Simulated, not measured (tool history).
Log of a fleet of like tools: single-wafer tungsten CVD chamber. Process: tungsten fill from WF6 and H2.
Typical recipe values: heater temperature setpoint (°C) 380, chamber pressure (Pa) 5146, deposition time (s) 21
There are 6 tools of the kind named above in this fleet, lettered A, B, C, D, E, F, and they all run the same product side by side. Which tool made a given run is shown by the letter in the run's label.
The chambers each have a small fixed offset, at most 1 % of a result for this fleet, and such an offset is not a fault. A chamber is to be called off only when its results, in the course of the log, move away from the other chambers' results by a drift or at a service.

run,hour,heater temperature setpoint (°C),chamber pressure (Pa),deposition time (s),hours since the last thermocouple change,hours since the last manometer calibration,"read-back reference wafer on the same gauge, thickness_nm",mean film thickness on the monitor wafer (Å)
1C,7.2,380,5146,21,1309,13.9,47.183,470.75
2E,17,380,5146,21,1457.5,961.6,47.227,465.91
3B,22.3,380,5146,21,24.8,1002.3,47.154,468.83
4A,29,380,5146,21,1608.6,223.8,47.184,465.07
5F,38,380,5146,21,1138.6,304.6,47.166,465.69
6D,46.4,375,5146,21,362.3,424.1,47.192,419.03
7B,55.8,375,5146,21,58.3,1035.8,47.249,426.32
8C,60.8,375,5146,21,1362.6,67.5,47.194,422.5
9E,65.6,375,5146,21,1506.1,1010.2,47.197,422.33
10A,72.6,375,5146,21,1652.2,267.4,47.255,419.34
11D,81.7,375,5146,21,397.6,459.4,47.193,415.41
12F,89.2,380,5146,21,1189.8,355.8,47.163,465.61
13A,96,380,5146,21,1675.6,290.8,47.232,463.61
14B,104.6,380,5146,21,107.1,1084.6,47.197,471.25
15C,112.1,380,5146,21,1413.9,118.8,47.203,468.3
16E,117.4,380,5146,21,1557.9,1062,47.193,466.17
17F,127.8,380,5146,21,1228.4,394.4,47.217,463.59
18D,135.4,386,6359,21,451.3,513.1,47.179,579.8
19C,144.7,386,6359,21,1446.5,151.4,47.169,580.2
20E,152.1,386,6359,21,1592.6,1096.7,47.147,577.46
21D,161.1,386,6359,21,477,538.8,47.182,578.66
22B,167.2,386,6359,21,169.7,1147.2,47.195,584.89
23A,171.9,386,6359,21,1751.5,366.7,47.165,577.22
24F,177.8,368,6079,21,1278.4,444.4,47.21,390.53
# hour 179.9: chamber A: thermocouple changed; heater temperature recalibrated
25A,184.7,368,6079,21,4.9,379.5,47.15,390.22
26C,193.7,368,6079,21,1495.5,200.4,47.182,393.79
27F,198.7,368,6079,21,1299.3,465.3,47.193,388.8
28B,204.6,368,6079,21,207.1,1184.6,47.17,394.6
29D,209.7,368,6079,21,525.6,587.4,47.236,388.44
30E,219.8,380,5146,21,1660.3,1164.4,47.218,464.52
31E,228.2,380,5146,21,1668.7,1172.8,47.213,467.52
32F,236.8,380,5146,21,1337.4,503.4,47.204,462.43
33C,245.5,380,4746,21,1547.3,252.2,47.205,446.97
34B,251,380,4746,21,253.5,1231,47.235,450.88
35D,258.8,380,4746,21,574.7,636.5,47.215,447.84
36A,263.9,380,4746,21,84.1,458.7,47.21,449.19
37C,270,380,4746,21,1571.8,276.7,47.206,449.48
38B,275.7,380,4746,21,278.2,1255.7,47.255,451.24
39D,284.8,380,5146,21,600.7,662.5,47.182,467.11
40E,290.7,380,5146,21,1731.2,1235.3,47.175,466.41
41F,295.5,380,5146,21,1396.1,562.1,47.198,461.64
42A,302.3,385,6079,21,122.5,497.1,47.235,552.99

Predict what each chamber gives when all 6 of them run the settings below next.
43A,309.8,380,4333,21,,,,?
43B,309.8,380,4333,21,,,,?
43C,309.8,380,4333,21,,,,?
43D,309.8,380,4333,21,,,,?
43E,309.8,380,4333,21,,,,?
43F,309.8,380,4333,21,,,,?

run,mean film thickness on the monitor wafer (Å)
43A,426.78
43B,433.97
43C,430.49
43D,425.91
43E,431.18
43F,427.47

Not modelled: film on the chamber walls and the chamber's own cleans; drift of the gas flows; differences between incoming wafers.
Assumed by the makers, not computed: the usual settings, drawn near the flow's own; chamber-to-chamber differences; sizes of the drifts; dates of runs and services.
